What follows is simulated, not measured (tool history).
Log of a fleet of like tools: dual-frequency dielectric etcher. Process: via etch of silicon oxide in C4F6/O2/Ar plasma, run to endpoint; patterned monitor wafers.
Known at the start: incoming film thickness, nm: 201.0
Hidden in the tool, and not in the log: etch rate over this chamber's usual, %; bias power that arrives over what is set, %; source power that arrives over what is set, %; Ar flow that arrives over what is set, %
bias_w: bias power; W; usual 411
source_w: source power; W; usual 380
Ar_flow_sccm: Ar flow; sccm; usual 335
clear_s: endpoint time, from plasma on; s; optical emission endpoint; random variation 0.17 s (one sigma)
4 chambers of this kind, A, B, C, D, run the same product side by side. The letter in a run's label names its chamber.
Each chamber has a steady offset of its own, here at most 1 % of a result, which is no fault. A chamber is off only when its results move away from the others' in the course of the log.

run,day,bias_w,source_w,Ar_flow_sccm,hours since the last wet clean,hours since the last bias power generator calibration,hours since the last source power generator calibration,hours since the last Ar flow controller change,clear_s
1D,0.2,411,380,335,14,3001.4,927.1,2397.5,49.236
2C,0.412,411,380,335,125.5,2222.4,1881.1,3041.8,49.25
3A,0.696,411,380,335,445.5,886.8,1069.5,224.6,49.078
4B,1.025,411,380,335,451.3,1052.8,1237.6,1771,49.171
5A,1.35,411,380,335,461.2,902.5,1085.2,240.3,49.113
# day 1.408: chamber A: wet clean of the chamber
6B,1.679,411,380,335,467,1068.5,1253.3,1786.7,48.909
7C,2.004,411,450,281,163.7,2260.6,1919.3,3080,45.378
# day 2.175: chamber B: wet clean of the chamber
8D,2.321,411,450,281,64.9,3052.3,978,2448.4,44.932
9C,2.604,411,450,281,178.1,2275,1933.7,3094.4,45.048
10B,2.983,411,450,281,19.5,1099.8,1284.6,1818,45.153
11D,3.325,411,380,335,89,3076.4,1002.1,2472.5,49
12A,3.558,411,380,335,51.6,955.5,1138.2,293.3,49.514
13A,3.896,411,380,335,59.7,963.6,1146.3,301.4,48.862
14C,4.271,411,380,335,218.1,2315,1973.7,3134.4,49.135
15B,4.558,411,380,335,57.3,1137.6,1322.4,1855.8,48.993
16D,4.9,411,380,335,126.8,3114.2,1039.9,2510.3,48.893
17B,5.129,411,380,335,71,1151.3,1336.1,1869.5,48.866
18D,5.312,411,380,335,136.7,3124.1,1049.8,2520.2,48.786
19C,5.596,411,380,335,249.9,2346.8,2005.5,3166.2,48.504
20A,5.829,411,340,265,106.1,1010,1192.7,347.8,49.787
21D,6.175,411,340,265,157.4,3144.8,1070.5,2540.9,49.218
22C,6.5,411,340,265,271.6,2368.5,2027.2,3187.9,48.844
23A,6.808,411,340,265,129.6,1033.5,1216.2,371.3,49.672
24B,6.992,411,380,335,115.7,1196,1380.8,1914.2,49.035
25C,7.292,411,380,335,290.6,2387.5,2046.2,3206.9,48.024

Is one chamber off against the others, does the gauge drift, or is nothing wrong? If a chamber is off, say which, and what the likeliest cause is.

Chamber C drifts away from the others.
Cause: etch rate over this chamber's usual, % = 3.13.

Here are 4 candidates for chamber C's next run, each the usual settings with a change, their results left as question marks. Which one brings its results back in line with what the others give on the usual settings?
In line means no further than this from the other chambers' mean on the usual settings: clear_s 0.58 s
26C-1,7.567,411,360,339,,,,,?
26C-2,7.567,431,400,330,,,,,?
26C-3,7.567,421,390,333,,,,,?
26C-4,7.567,391,360,340,,,,,?

The other chambers' mean on the usual settings: clear_s 48.953 s
run,clear_s
26C-1,49.119
26C-2,46.254
26C-3,47.151
26C-4,50.05
26C-1 brings the chamber back in line.

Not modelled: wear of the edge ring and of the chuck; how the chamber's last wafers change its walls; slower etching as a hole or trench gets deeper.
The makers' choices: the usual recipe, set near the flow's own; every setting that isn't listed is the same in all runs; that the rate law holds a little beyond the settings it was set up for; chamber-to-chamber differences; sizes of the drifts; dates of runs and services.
